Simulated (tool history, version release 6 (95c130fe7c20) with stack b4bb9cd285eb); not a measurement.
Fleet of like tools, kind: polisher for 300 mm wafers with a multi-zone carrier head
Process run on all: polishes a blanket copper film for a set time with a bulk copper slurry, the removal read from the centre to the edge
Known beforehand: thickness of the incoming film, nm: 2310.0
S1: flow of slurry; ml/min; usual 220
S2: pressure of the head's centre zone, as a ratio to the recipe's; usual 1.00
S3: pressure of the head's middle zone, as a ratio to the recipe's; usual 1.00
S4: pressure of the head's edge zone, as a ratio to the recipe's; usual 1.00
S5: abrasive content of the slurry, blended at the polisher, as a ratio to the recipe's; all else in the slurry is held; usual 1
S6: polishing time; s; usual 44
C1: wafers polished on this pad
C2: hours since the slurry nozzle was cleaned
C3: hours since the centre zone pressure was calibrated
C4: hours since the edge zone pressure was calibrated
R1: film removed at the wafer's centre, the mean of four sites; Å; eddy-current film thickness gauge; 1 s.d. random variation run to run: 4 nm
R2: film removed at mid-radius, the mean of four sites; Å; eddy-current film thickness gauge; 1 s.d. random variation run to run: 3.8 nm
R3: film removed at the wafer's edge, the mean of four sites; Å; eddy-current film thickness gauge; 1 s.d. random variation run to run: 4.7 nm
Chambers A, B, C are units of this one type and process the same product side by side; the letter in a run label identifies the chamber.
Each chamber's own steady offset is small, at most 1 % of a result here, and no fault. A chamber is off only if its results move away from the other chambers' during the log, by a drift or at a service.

run,day,S1,S2,S3,S4,S5,S6,C1,C2,C3,C4,R1,R2,R3
1B,0.183,220,1.00,1.00,1.00,1,44,107,287.3,697.4,162.5,3851.4,3906.8,3805.1
2A,0.338,220,1.00,1.00,1.00,1,44,274,107.9,1042.6,306.6,3750.9,3853.1,3762.9
3C,0.538,220,1.00,1.00,1.00,1,44,959,399.1,228.9,337.3,3880.4,3817.7,3779.8
4B,0.700,220,1.00,1.00,1.00,1,44,256,299.7,709.8,174.9,3812.4,3854.7,3806.8
5C,0.925,220,1.00,1.00,1.00,1,44,1071,408.4,238.2,346.6,3800.5,3796.6,3807.9
6A,1.038,220,1.00,1.00,1.00,1,44,476,124.7,1059.4,323.4,3853.3,3805.5,3698.3
7A,1.267,220,1.00,1.00,1.00,1,44,542,130.2,1064.9,328.9,3864.3,3770.4,3787.6
8B,1.462,220,1.00,1.00,1.00,1,44,476,318.0,728.1,193.2,3822.9,3852.0,3722.5
9C,1.600,220,1.00,1.00,1.00,1,44,1266,424.6,254.4,362.8,3769.7,3870.6,3799.1
10C,1.829,220,1.00,1.00,1.00,1,44,1332,430.1,259.9,368.3,3774.4,3804.1,3781.5
11A,2.029,220,1.00,1.00,1.00,1,44,762,148.5,1083.2,347.2,3791.9,3788.0,3729.1
12B,2.146,220,1.00,0.91,1.00,1,58,674,334.4,744.5,209.6,5025.5,4683.0,4971.5
13C,2.275,220,1.00,0.91,1.00,1,58,1460,440.8,270.6,379.0,4977.9,4577.8,4967.9
14A,2.429,220,1.00,0.91,1.00,1,58,878,158.1,1092.8,356.8,5015.0,4614.9,5012.0
15B,2.608,220,1.00,1.00,1.00,1,44,807,345.5,755.6,220.7,3786.4,3847.3,3823.3
# day 2.742: chamber B: worn pad replaced by a new one
16C,2.762,220,1.00,1.00,1.00,1,44,1601,452.5,282.3,390.7,3837.4,3775.9,3636.3
17B,2.896,250,0.94,1.00,1.00,1,44,45,352.4,762.5,227.6,3625.8,3878.9,3836.6
18A,3.021,250,0.94,1.00,1.00,1,44,1049,172.3,1107.0,371.0,3632.0,3924.2,3818.2
19A,3.233,250,0.94,1.00,1.00,1,44,1110,177.4,1112.1,376.1,3610.7,3880.2,3883.0
20B,3.417,220,1.00,1.00,1.00,1,44,195,364.9,775.0,240.1,3814.0,3779.2,3845.8
21C,3.617,220,1.00,1.00,1.00,1,44,1848,473.0,302.8,411.2,3604.8,3658.3,3580.9
22C,3.829,220,1.00,1.00,1.00,1,44,1909,478.1,307.9,416.3,3615.5,3637.6,3615.8
23B,3.950,220,1.00,1.00,1.00,1,44,349,377.7,787.8,252.9,3743.5,3790.0,3804.6
24A,4.138,220,1.00,1.00,1.00,1,44,1371,199.1,1133.8,397.8,3778.5,3842.0,3725.8
# day 4.142: chamber A: worn pad replaced by a new one
25C,4.300,220,1.00,1.00,1.08,1,44,2045,489.4,319.2,427.6,3538.8,3642.3,3743.8
26B,4.412,220,1.00,1.00,1.08,1,44,483,388.8,798.9,264.0,3742.4,3772.9,3956.0
27A,4.533,220,1.00,1.00,1.08,1,44,113,208.6,1143.3,407.3,3826.0,3887.2,3923.9
28C,4.717,220,1.00,1.00,1.00,1,44,2165,499.4,329.2,437.6,3580.2,3580.5,3519.0
29B,4.888,220,1.00,1.00,1.00,1,44,620,400.2,810.3,275.4,3821.0,3800.9,3807.9
30A,5.071,220,1.00,1.00,1.00,1,44,268,221.5,1156.2,420.2,3822.2,3881.8,3782.2

One chamber off, gauge drift, or nothing amiss beyond the chambers' own small offsets? If it is a chamber, which one, and what is the likeliest cause?

Little by little, chamber C moves away from the other chambers.
Cause: removal rate lost through wear of the pad, % = 7.99.
The log may not tell that from: slurry flow missing at the pad, %.

Which of the 4 candidates below, each the usual settings with something changed and its results left as question marks, puts chamber C back in line with what the other chambers give on the usual settings?
In-line tolerance around the mean of the other chambers on the usual settings: R1 140.0 Å; R2 130.0 Å; R3 160.0 Å
31C-1,5.238,220,1.00,1.00,1.01,1,48,,,,,?,?,?
31C-2,5.238,220,1.00,1.00,1.00,1,41,,,,,?,?,?
31C-3,5.238,220,1.00,1.00,1.00,1,43,,,,,?,?,?
31C-4,5.238,220,1.00,1.00,1.00,1,45,,,,,?,?,?

Usual-settings mean across the other chambers: R1 3810.0 Å; R2 3819.3 Å; R3 3779.1 Å
run,R1,R2,R3
31C-1,3834.7,3852.1,3809.2
31C-2,3275.5,3290.4,3236.5
31C-3,3435.3,3450.9,3394.4
31C-4,3595.0,3611.4,3552.3
31C-1 is the one that brings the chamber's results back in line with the other chambers.

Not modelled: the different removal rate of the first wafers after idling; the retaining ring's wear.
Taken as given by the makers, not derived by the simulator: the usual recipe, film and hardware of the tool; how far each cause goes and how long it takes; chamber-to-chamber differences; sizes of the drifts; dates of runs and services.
